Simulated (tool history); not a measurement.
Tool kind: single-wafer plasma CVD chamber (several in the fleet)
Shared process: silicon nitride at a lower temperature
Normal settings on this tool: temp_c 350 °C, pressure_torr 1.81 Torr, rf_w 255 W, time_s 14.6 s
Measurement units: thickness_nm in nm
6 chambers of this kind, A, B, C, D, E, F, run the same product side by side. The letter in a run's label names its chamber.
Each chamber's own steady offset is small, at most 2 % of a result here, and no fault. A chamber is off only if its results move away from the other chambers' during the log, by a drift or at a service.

run	hour	temp_c	pressure_torr	rf_w	time_s	hours since the last thermocouple change	hours since the last RF generator calibration	hours since the last manometer calibration	read-back reference wafer on the same gauge, thickness_nm	thickness_nm
1C	11.4	350	1.81	255	14.6	223.9	1055.7	376.6	18.486	16.095
2A	18.7	350	1.81	255	14.6	506.1	1337.7	2146.3	18.499	15.711
# hour 27.7: chamber D: capacitance manometer re-zeroed and calibrated
3D	28.2	350	1.81	255	14.6	1082.3	110.2	0.6	18.506	15.718
4E	35.6	350	1.81	255	14.6	1392.4	837.9	481.6	18.499	15.484
5F	42.6	350	1.81	255	14.6	540.3	2078.9	1157.8	18.49	15.89
6B	51.4	350	1.81	255	14.6	220.7	1300.7	1719.6	18.498	16.004
7B	61.1	350	1.81	255	14.6	230.4	1310.4	1729.3	18.495	15.828
8F	71	350	1.81	255	14.6	568.7	2107.3	1186.2	18.503	15.775
9C	84.2	350	1.98	255	14.6	296.7	1128.5	449.4	18.51	16.325
10D	91.4	350	1.98	255	14.6	1145.5	173.4	63.8	18.499	16.059
# hour 94.6: chamber B: RF generator calibrated
11E	103.5	350	1.98	255	14.6	1460.3	905.8	549.5	18.507	15.915
12A	116.9	350	1.98	255	14.6	604.3	1435.9	2244.5	18.501	16.241
13A	123	350	1.98	255	14.6	610.4	1442	2250.6	18.486	16.014
14B	130.3	350	1.98	255	14.6	299.6	35.7	1798.5	18.493	16.369
15E	140.2	350	1.81	255	14.6	1497	942.5	586.2	18.496	15.465
16F	153.2	350	1.81	255	14.6	650.9	2189.5	1268.4	18.483	15.882
17C	165.1	350	1.81	255	14.6	377.6	1209.4	530.3	18.507	15.908
18D	171.9	350	1.81	255	14.6	1226	253.9	144.3	18.515	15.734
19A	179.5	350	1.81	255	14.6	666.9	1498.5	2307.1	18.502	15.675
20C	186	350	1.81	255	14.6	398.5	1230.3	551.2	18.5	15.912
21F	198.5	350	1.81	255	14.6	696.2	2234.8	1313.7	18.516	15.852
22B	211.5	350	1.81	255	14.6	380.8	116.9	1879.7	18.503	15.906
23D	223.8	350	1.81	255	14.6	1277.9	305.8	196.2	18.501	15.616
24E	236.7	350	1.64	255	14.6	1593.5	1039	682.7	18.506	14.822
25D	244.7	350	1.64	255	14.6	1298.8	326.7	217.1	18.479	15.218
26B	252.1	350	1.64	255	14.6	421.4	157.5	1920.3	18.489	15.518
# hour 257.6: chamber C: RF generator calibrated
27C	258.5	350	1.64	255	14.6	471	1	623.7	18.477	15.406
28F	268.7	350	1.64	255	14.6	766.4	2305	1383.9	18.511	15.562
29E	274.6	350	1.64	255	14.6	1631.4	1076.9	720.6	18.494	14.866
30A	282.8	350	1.81	255	14.6	770.2	1601.8	2410.4	18.496	15.729
31E	290.5	350	1.81	255	14.6	1647.3	1092.8	736.5	18.495	15.181
32D	302.1	350	1.81	255	14.6	1356.2	384.1	274.5	18.503	15.593
33A	311.7	358	1.81	255	17.4	799.1	1630.7	2439.3	18.516	18.666
34C	323.6	358	1.81	255	17.4	536.1	66.1	688.8	18.498	18.908
35F	334.6	358	1.81	255	17.4	832.3	2370.9	1449.8	18.501	18.712
36B	344.6	358	1.81	255	17.4	513.9	250	2012.8	18.509	18.957
37A	355	358	1.81	255	17.4	842.4	1674	2482.6	18.503	18.654
38C	364.4	358	1.81	255	17.4	576.9	106.9	729.6	18.483	18.997
39D	376	350	1.81	255	14.6	1430.1	458	348.4	18.491	15.727

Decide between three cases: one chamber stands off from its peers, the gauge reading all wafers drifts, or nothing is wrong past each chamber's small offset. Where a chamber is off, say which and what most likely put it there.

One chamber, E, drifts off from the rest bit by bit.
Cause: delivered RF power below the setpoint (%) = 3.92.
The log might look much the same if the cause were instead: true pressure below the setpoint (%).

Chamber E could run next with any of the 4 candidate recipes listed below; each alters the usual settings, and their results appear as question marks. Which one brings its results back in line with what the other chambers deliver on the usual settings?
Maximum distance from the other chambers' mean on the usual settings for a result to count as in line: thickness_nm 0.21 nm
40E-1	385.7	350	1.79	250	14.2					?
40E-2	385.7	350	1.83	260	15					?
40E-3	385.7	350	1.81	245	13.7					?
40E-4	385.7	350	1.88	255	15.8					?

The other chambers' mean on the usual settings: thickness_nm 15.826 nm
run	thickness_nm
40E-1	14.465
40E-2	15.817
40E-3	13.796
40E-4	16.547
It is 40E-2 that realigns the chamber with its peers.

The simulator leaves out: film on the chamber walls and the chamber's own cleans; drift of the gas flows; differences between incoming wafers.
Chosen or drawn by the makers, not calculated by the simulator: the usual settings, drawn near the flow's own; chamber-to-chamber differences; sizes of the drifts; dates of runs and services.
